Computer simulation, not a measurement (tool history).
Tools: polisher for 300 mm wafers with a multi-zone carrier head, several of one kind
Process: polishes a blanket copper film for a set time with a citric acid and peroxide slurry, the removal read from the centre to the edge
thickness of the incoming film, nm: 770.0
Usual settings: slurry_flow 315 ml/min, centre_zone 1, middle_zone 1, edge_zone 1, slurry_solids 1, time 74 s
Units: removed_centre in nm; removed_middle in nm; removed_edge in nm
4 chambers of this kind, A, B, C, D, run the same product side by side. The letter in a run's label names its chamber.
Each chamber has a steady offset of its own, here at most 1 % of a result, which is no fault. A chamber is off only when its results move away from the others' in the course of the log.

{"run": "1B", "day": 0.25, "slurry_flow": 315, "centre_zone": 1, "middle_zone": 1, "edge_zone": 1, "slurry_solids": 1, "time": 74, "removed_centre": 174.64, "removed_middle": 172.32, "removed_edge": 177.41}
{"run": "2A", "day": 0.45, "slurry_flow": 315, "centre_zone": 1, "middle_zone": 1, "edge_zone": 1, "slurry_solids": 1, "time": 74, "removed_centre": 173.51, "removed_middle": 176.49, "removed_edge": 176.3}
{"day": 0.771, "done": "chamber D: slurry nozzle cleaned"}
{"run": "3C", "day": 0.833, "slurry_flow": 315, "centre_zone": 1, "middle_zone": 1, "edge_zone": 1, "slurry_solids": 1, "time": 74, "removed_centre": 176.56, "removed_middle": 173.61, "removed_edge": 178.41}
{"run": "4D", "day": 1.05, "slurry_flow": 315, "centre_zone": 1, "middle_zone": 1, "edge_zone": 1, "slurry_solids": 1, "time": 74, "removed_centre": 177.1, "removed_middle": 176.1, "removed_edge": 173.38}
{"run": "5C", "day": 1.388, "slurry_flow": 315, "centre_zone": 1, "middle_zone": 1, "edge_zone": 1, "slurry_solids": 1, "time": 74, "removed_centre": 177.08, "removed_middle": 176.93, "removed_edge": 175.83}
{"run": "6B", "day": 1.625, "slurry_flow": 315, "centre_zone": 1, "middle_zone": 1, "edge_zone": 1, "slurry_solids": 1, "time": 74, "removed_centre": 173.65, "removed_middle": 177.33, "removed_edge": 173.34}
{"day": 1.842, "done": "chamber A: worn pad replaced by a new one"}
{"run": "7D", "day": 1.862, "slurry_flow": 315, "centre_zone": 1, "middle_zone": 1, "edge_zone": 1, "slurry_solids": 1, "time": 74, "removed_centre": 176.1, "removed_middle": 175.14, "removed_edge": 173.41}
{"day": 1.888, "done": "chamber C: worn pad replaced by a new one"}
{"run": "8A", "day": 2.192, "slurry_flow": 315, "centre_zone": 1, "middle_zone": 1, "edge_zone": 1, "slurry_solids": 1, "time": 74, "removed_centre": 176.79, "removed_middle": 176.66, "removed_edge": 175.14}
{"run": "9D", "day": 2.421, "slurry_flow": 315, "centre_zone": 1, "middle_zone": 1, "edge_zone": 1, "slurry_solids": 1, "time": 74, "removed_centre": 176.78, "removed_middle": 177.97, "removed_edge": 175.65}
{"day": 2.425, "done": "chamber B: worn pad replaced by a new one"}
{"run": "10A", "day": 2.725, "slurry_flow": 315, "centre_zone": 1, "middle_zone": 1, "edge_zone": 1, "slurry_solids": 1, "time": 74, "removed_centre": 175.87, "removed_middle": 174.7, "removed_edge": 175.29}
{"day": 2.917, "done": "chamber C: edge zone pressure recalibrated"}
{"run": "11B", "day": 3.079, "slurry_flow": 315, "centre_zone": 1, "middle_zone": 1, "edge_zone": 1, "slurry_solids": 1, "time": 74, "removed_centre": 176.16, "removed_middle": 173.74, "removed_edge": 174.35}
{"run": "12C", "day": 3.458, "slurry_flow": 315, "centre_zone": 1, "middle_zone": 1, "edge_zone": 1, "slurry_solids": 1, "time": 74, "removed_centre": 175.41, "removed_middle": 172.97, "removed_edge": 176.26}
{"run": "13C", "day": 3.825, "slurry_flow": 315, "centre_zone": 1, "middle_zone": 1, "edge_zone": 1, "slurry_solids": 1, "time": 74, "removed_centre": 176.38, "removed_middle": 173.2, "removed_edge": 175.18}
{"run": "14B", "day": 4.038, "slurry_flow": 220, "centre_zone": 1, "middle_zone": 1, "edge_zone": 1, "slurry_solids": 1, "time": 74, "removed_centre": 167.8, "removed_middle": 170.49, "removed_edge": 169.25}
{"day": 4.242, "done": "chamber D: worn pad replaced by a new one"}
{"run": "15A", "day": 4.371, "slurry_flow": 220, "centre_zone": 1, "middle_zone": 1, "edge_zone": 1, "slurry_solids": 1, "time": 74, "removed_centre": 163.7, "removed_middle": 163.83, "removed_edge": 168.03}
{"day": 4.375, "done": "chamber A: worn pad replaced by a new one"}
{"run": "16D", "day": 4.592, "slurry_flow": 220, "centre_zone": 1, "middle_zone": 1, "edge_zone": 1, "slurry_solids": 1, "time": 74, "removed_centre": 169.48, "removed_middle": 172.98, "removed_edge": 171.01}
{"day": 4.608, "done": "chamber C: worn pad replaced by a new one"}
{"run": "17A", "day": 4.967, "slurry_flow": 220, "centre_zone": 1, "middle_zone": 1, "edge_zone": 1, "slurry_solids": 1, "time": 74, "removed_centre": 163.26, "removed_middle": 167.88, "removed_edge": 166.41}
{"day": 5.192, "done": "chamber A: edge zone pressure recalibrated"}
{"run": "18C", "day": 5.25, "slurry_flow": 315, "centre_zone": 1, "middle_zone": 1, "edge_zone": 1, "slurry_solids": 1, "time": 74, "removed_centre": 178.28, "removed_middle": 173.32, "removed_edge": 177.94}
{"run": "19B", "day": 5.604, "slurry_flow": 315, "centre_zone": 1, "middle_zone": 1, "edge_zone": 1, "slurry_solids": 1, "time": 74, "removed_centre": 175.46, "removed_middle": 171.64, "removed_edge": 176.47}
{"run": "20D", "day": 5.804, "slurry_flow": 315, "centre_zone": 1, "middle_zone": 1, "edge_zone": 1, "slurry_solids": 1, "time": 74, "removed_centre": 176.13, "removed_middle": 175.53, "removed_edge": 175.57}
{"day": 6.008, "done": "chamber D: centre zone pressure recalibrated"}
{"run": "21B", "day": 6.225, "slurry_flow": 315, "centre_zone": 1, "middle_zone": 1, "edge_zone": 1, "slurry_solids": 1, "time": 74, "removed_centre": 177.57, "removed_middle": 174.95, "removed_edge": 175.69}
{"run": "22D", "day": 6.5, "slurry_flow": 315, "centre_zone": 1, "middle_zone": 1, "edge_zone": 1, "slurry_solids": 1, "time": 74, "removed_centre": 174.03, "removed_middle": 177.63, "removed_edge": 174.43}
{"run": "23C", "day": 6.729, "slurry_flow": 315, "centre_zone": 1, "middle_zone": 1, "edge_zone": 1, "slurry_solids": 1, "time": 74, "removed_centre": 174.54, "removed_middle": 173.97, "removed_edge": 173.83}
{"day": 6.812, "done": "chamber B: worn pad replaced by a new one"}
{"day": 7.1, "done": "chamber C: worn pad replaced by a new one"}
{"run": "24A", "day": 7.108, "slurry_flow": 315, "centre_zone": 1, "middle_zone": 1, "edge_zone": 1, "slurry_solids": 1, "time": 74, "removed_centre": 168.85, "removed_middle": 170.73, "removed_edge": 172.19}
{"day": 7.367, "done": "chamber A: worn pad replaced by a new one"}
{"run": "25C", "day": 7.488, "slurry_flow": 315, "centre_zone": 1, "middle_zone": 1, "edge_zone": 1, "slurry_solids": 1, "time": 74, "removed_centre": 177.54, "removed_middle": 175.17, "removed_edge": 174.78}
{"run": "26A", "day": 7.917, "slurry_flow": 315, "centre_zone": 1, "middle_zone": 1, "edge_zone": 1, "slurry_solids": 1.2, "time": 74, "removed_centre": 175.31, "removed_middle": 176.78, "removed_edge": 179.08}
{"run": "27B", "day": 8.225, "slurry_flow": 315, "centre_zone": 1, "middle_zone": 1, "edge_zone": 1, "slurry_solids": 1.2, "time": 74, "removed_centre": 184.29, "removed_middle": 178.69, "removed_edge": 182.94}
{"run": "28D", "day": 8.588, "slurry_flow": 315, "centre_zone": 1, "middle_zone": 1, "edge_zone": 1, "slurry_solids": 1.2, "time": 74, "removed_centre": 183.85, "removed_middle": 183.35, "removed_edge": 183.16}
{"run": "29A", "day": 8.779, "slurry_flow": 315, "centre_zone": 1, "middle_zone": 1, "edge_zone": 1, "slurry_solids": 1.2, "time": 74, "removed_centre": 173.98, "removed_middle": 176.39, "removed_edge": 175.03}
{"run": "30C", "day": 9.038, "slurry_flow": 315, "centre_zone": 1, "middle_zone": 1, "edge_zone": 1, "slurry_solids": 1, "time": 74, "removed_centre": 176.74, "removed_middle": 174.54, "removed_edge": 177.28}

What goes on in this fleet: one chamber off, a drifting gauge, or nothing beyond the chambers' own small offsets? Name the chamber and the cause, if any.

Chamber A drifts away from the others.
Cause: slurry flow missing at the pad, % = 35.8.

Here are 4 candidates for chamber A's next run, each the usual settings with a change, their results left as question marks. Which one brings its results back in line with what the others give on the usual settings?
In line means no further than this from the other chambers' mean on the usual settings: removed_centre 4.4 nm; removed_middle 6.6 nm; removed_edge 3.8 nm
{"run": "31A-1", "day": 9.35, "slurry_flow": 310, "centre_zone": 0.98, "middle_zone": 1, "edge_zone": 1.01, "slurry_solids": 1, "time": 71, "removed_centre": "?", "removed_middle": "?", "removed_edge": "?"}
{"run": "31A-2", "day": 9.35, "slurry_flow": 320, "centre_zone": 1.02, "middle_zone": 1, "edge_zone": 0.99, "slurry_solids": 1, "time": 77, "removed_centre": "?", "removed_middle": "?", "removed_edge": "?"}
{"run": "31A-3", "day": 9.35, "slurry_flow": 310, "centre_zone": 0.96, "middle_zone": 1, "edge_zone": 1.01, "slurry_solids": 1, "time": 69, "removed_centre": "?", "removed_middle": "?", "removed_edge": "?"}
{"run": "31A-4", "day": 9.35, "slurry_flow": 325, "centre_zone": 1.04, "middle_zone": 0.99, "edge_zone": 0.99, "slurry_solids": 1, "time": 80, "removed_centre": "?", "removed_middle": "?", "removed_edge": "?"}

The other chambers' mean on the usual settings: removed_centre 175.99 nm; removed_middle 174.94 nm; removed_edge 175.33 nm
run=31A-1 removed_centre=154.34 removed_middle=161.39 removed_edge=162.44
run=31A-2 removed_centre=175.65 removed_middle=175.79 removed_edge=174.9
run=31A-3 removed_centre=146.69 removed_middle=156.86 removed_edge=157.86
run=31A-4 removed_centre=186.79 removed_middle=181.36 removed_edge=182.03
31A-2 brings the chamber back in line.
